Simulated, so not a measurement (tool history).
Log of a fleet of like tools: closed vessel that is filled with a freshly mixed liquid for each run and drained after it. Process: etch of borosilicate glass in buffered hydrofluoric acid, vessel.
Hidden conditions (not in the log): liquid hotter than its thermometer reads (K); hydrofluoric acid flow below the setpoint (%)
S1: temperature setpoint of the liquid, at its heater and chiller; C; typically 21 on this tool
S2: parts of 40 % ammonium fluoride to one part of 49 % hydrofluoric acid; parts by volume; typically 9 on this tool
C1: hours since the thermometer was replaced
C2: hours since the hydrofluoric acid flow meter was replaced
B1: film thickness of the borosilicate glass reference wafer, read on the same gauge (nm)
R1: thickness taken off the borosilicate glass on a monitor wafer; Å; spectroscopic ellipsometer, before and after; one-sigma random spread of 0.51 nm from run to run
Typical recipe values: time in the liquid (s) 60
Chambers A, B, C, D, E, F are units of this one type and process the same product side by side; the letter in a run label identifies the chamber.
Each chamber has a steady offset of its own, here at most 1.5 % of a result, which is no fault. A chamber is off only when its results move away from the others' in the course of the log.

run 1D hour=7.7 | S1=21 S2=9 time_in_the_liquid_(s)=60 | C1=199.8 C2=1274.9 | B1=70.013 | R1=668.38
run 2A hour=17.2 | S1=21 S2=9 time_in_the_liquid_(s)=60 | C1=161.6 C2=917.4 | B1=69.998 | R1=674.16
run 3E hour=22 | S1=21 S2=9 time_in_the_liquid_(s)=60 | C1=92.4 C2=1069.6 | B1=70.012 | R1=667.02
run 4B hour=29.6 | S1=21 S2=9 time_in_the_liquid_(s)=60 | C1=952.8 C2=331.2 | B1=69.987 | R1=675.45
-- hour=30 chamber F: thermometer replaced
run 5F hour=36.3 | S1=21 S2=9 time_in_the_liquid_(s)=60 | C1=6.3 C2=603.9 | B1=69.934 | R1=684.72
run 6C hour=43.1 | S1=23.5 S2=9 time_in_the_liquid_(s)=75 | C1=448.3 C2=780.4 | B1=70.035 | R1=958.1
run 7F hour=52.3 | S1=23.5 S2=9 time_in_the_liquid_(s)=75 | C1=22.3 C2=619.9 | B1=69.959 | R1=975.99
run 8B hour=59.2 | S1=23.5 S2=9 time_in_the_liquid_(s)=75 | C1=982.4 C2=360.8 | B1=70.003 | R1=961.48
run 9D hour=64.8 | S1=23.5 S2=9 time_in_the_liquid_(s)=75 | C1=256.9 C2=1332 | B1=70.077 | R1=972.4
run 10C hour=71.7 | S1=23.5 S2=9 time_in_the_liquid_(s)=75 | C1=476.9 C2=809 | B1=69.972 | R1=960.2
run 11A hour=78.2 | S1=23.5 S2=9 time_in_the_liquid_(s)=75 | C1=222.6 C2=978.4 | B1=69.995 | R1=959.64
-- hour=81.9 chamber C: thermometer replaced
run 12E hour=86.9 | S1=21 S2=10.5 time_in_the_liquid_(s)=85 | C1=157.3 C2=1134.5 | B1=70.019 | R1=855.31
run 13F hour=96.2 | S1=21 S2=10.5 time_in_the_liquid_(s)=85 | C1=66.2 C2=663.8 | B1=70.005 | R1=865.15
run 14A hour=103.7 | S1=21 S2=10.5 time_in_the_liquid_(s)=85 | C1=248.1 C2=1003.9 | B1=70.011 | R1=855.94
run 15B hour=108.9 | S1=21 S2=10.5 time_in_the_liquid_(s)=85 | C1=1032.1 C2=410.5 | B1=69.998 | R1=852.65
run 16C hour=114.5 | S1=21 S2=10.5 time_in_the_liquid_(s)=85 | C1=32.6 C2=851.8 | B1=70.012 | R1=847.55
run 17E hour=122.8 | S1=21 S2=10.5 time_in_the_liquid_(s)=85 | C1=193.2 C2=1170.4 | B1=70.008 | R1=857.38
run 18D hour=129.9 | S1=21 S2=9 time_in_the_liquid_(s)=60 | C1=322 C2=1397.1 | B1=70.019 | R1=660.21
run 19B hour=137.3 | S1=21 S2=9 time_in_the_liquid_(s)=60 | C1=1060.5 C2=438.9 | B1=69.956 | R1=663.28
run 20E hour=142.1 | S1=21 S2=9 time_in_the_liquid_(s)=60 | C1=212.5 C2=1189.7 | B1=70.034 | R1=670.52
run 21A hour=151.7 | S1=21 S2=9 time_in_the_liquid_(s)=60 | C1=296.1 C2=1051.9 | B1=70.003 | R1=682.51
run 22F hour=156.1 | S1=21 S2=9 time_in_the_liquid_(s)=60 | C1=126.1 C2=723.7 | B1=69.968 | R1=685.7
run 23C hour=162.6 | S1=21 S2=9 time_in_the_liquid_(s)=60 | C1=80.7 C2=899.9 | B1=70.016 | R1=672.49
run 24D hour=167.6 | S1=21 S2=9 time_in_the_liquid_(s)=60 | C1=359.7 C2=1434.8 | B1=70.036 | R1=669.77
run 25B hour=174.1 | S1=21 S2=9 time_in_the_liquid_(s)=35 | C1=1097.3 C2=475.7 | B1=70.013 | R1=385.81
run 26D hour=180.1 | S1=21 S2=9 time_in_the_liquid_(s)=35 | C1=372.2 C2=1447.3 | B1=69.942 | R1=388.42
-- hour=182.3 chamber B: thermometer replaced
run 27A hour=188.4 | S1=21 S2=9 time_in_the_liquid_(s)=35 | C1=332.8 C2=1088.6 | B1=70.04 | R1=398.68
run 28F hour=197 | S1=21 S2=9 time_in_the_liquid_(s)=35 | C1=167 C2=764.6 | B1=69.96 | R1=404.35
run 29E hour=206.5 | S1=21 S2=9 time_in_the_liquid_(s)=35 | C1=276.9 C2=1254.1 | B1=70.018 | R1=392.76
run 30C hour=213 | S1=21 S2=9 time_in_the_liquid_(s)=35 | C1=131.1 C2=950.3 | B1=70.014 | R1=388.94
run 31A hour=220 | S1=21 S2=9 time_in_the_liquid_(s)=60 | C1=364.4 C2=1120.2 | B1=70.02 | R1=670.23
run 32C hour=226.1 | S1=21 S2=9 time_in_the_liquid_(s)=60 | C1=144.2 C2=963.4 | B1=69.973 | R1=677.22
run 33F hour=234.4 | S1=21 S2=9 time_in_the_liquid_(s)=60 | C1=204.4 C2=802 | B1=70.003 | R1=676.25
run 34D hour=244.3 | S1=21 S2=9 time_in_the_liquid_(s)=60 | C1=436.4 C2=1511.5 | B1=69.982 | R1=670.1
run 35B hour=253.8 | S1=21 S2=12 time_in_the_liquid_(s)=60 | C1=71.5 C2=555.4 | B1=69.997 | R1=486.28
run 36E hour=263.8 | S1=21 S2=12 time_in_the_liquid_(s)=60 | C1=334.2 C2=1311.4 | B1=69.922 | R1=521.14
run 37B hour=272 | S1=21 S2=12 time_in_the_liquid_(s)=60 | C1=89.7 C2=573.6 | B1=70.019 | R1=489.04
-- hour=277 chamber F: hydrofluoric acid flow meter replaced
run 38D hour=280.2 | S1=21 S2=12 time_in_the_liquid_(s)=60 | C1=472.3 C2=1547.4 | B1=69.948 | R1=527.84
run 39C hour=287.6 | S1=21 S2=12 time_in_the_liquid_(s)=60 | C1=205.7 C2=1024.9 | B1=70.019 | R1=523.1
run 40F hour=295.7 | S1=21 S2=12 time_in_the_liquid_(s)=60 | C1=265.7 C2=18.8 | B1=70.023 | R1=539
run 41A hour=300.5 | S1=21 S2=9 time_in_the_liquid_(s)=60 | C1=444.9 C2=1200.7 | B1=69.919 | R1=683.03
run 42E hour=309.6 | S1=21 S2=9 time_in_the_liquid_(s)=60 | C1=380 C2=1357.2 | B1=70.039 | R1=676.32

The same settings go to every chamber for the next run, one line per chamber below. Forecast the results for each:
run 43A hour=316.8 | S1=21 S2=9 time_in_the_liquid_(s)=60 | R1=?
run 43B hour=316.8 | S1=21 S2=9 time_in_the_liquid_(s)=60 | R1=?
run 43C hour=316.8 | S1=21 S2=9 time_in_the_liquid_(s)=60 | R1=?
run 43D hour=316.8 | S1=21 S2=9 time_in_the_liquid_(s)=60 | R1=?
run 43E hour=316.8 | S1=21 S2=9 time_in_the_liquid_(s)=60 | R1=?
run 43F hour=316.8 | S1=21 S2=9 time_in_the_liquid_(s)=60 | R1=?

run=43A R1=682.72
run=43B R1=629
run=43C R1=667.9
run=43D R1=670.03
run=43E R1=662.91
run=43F R1=687.61
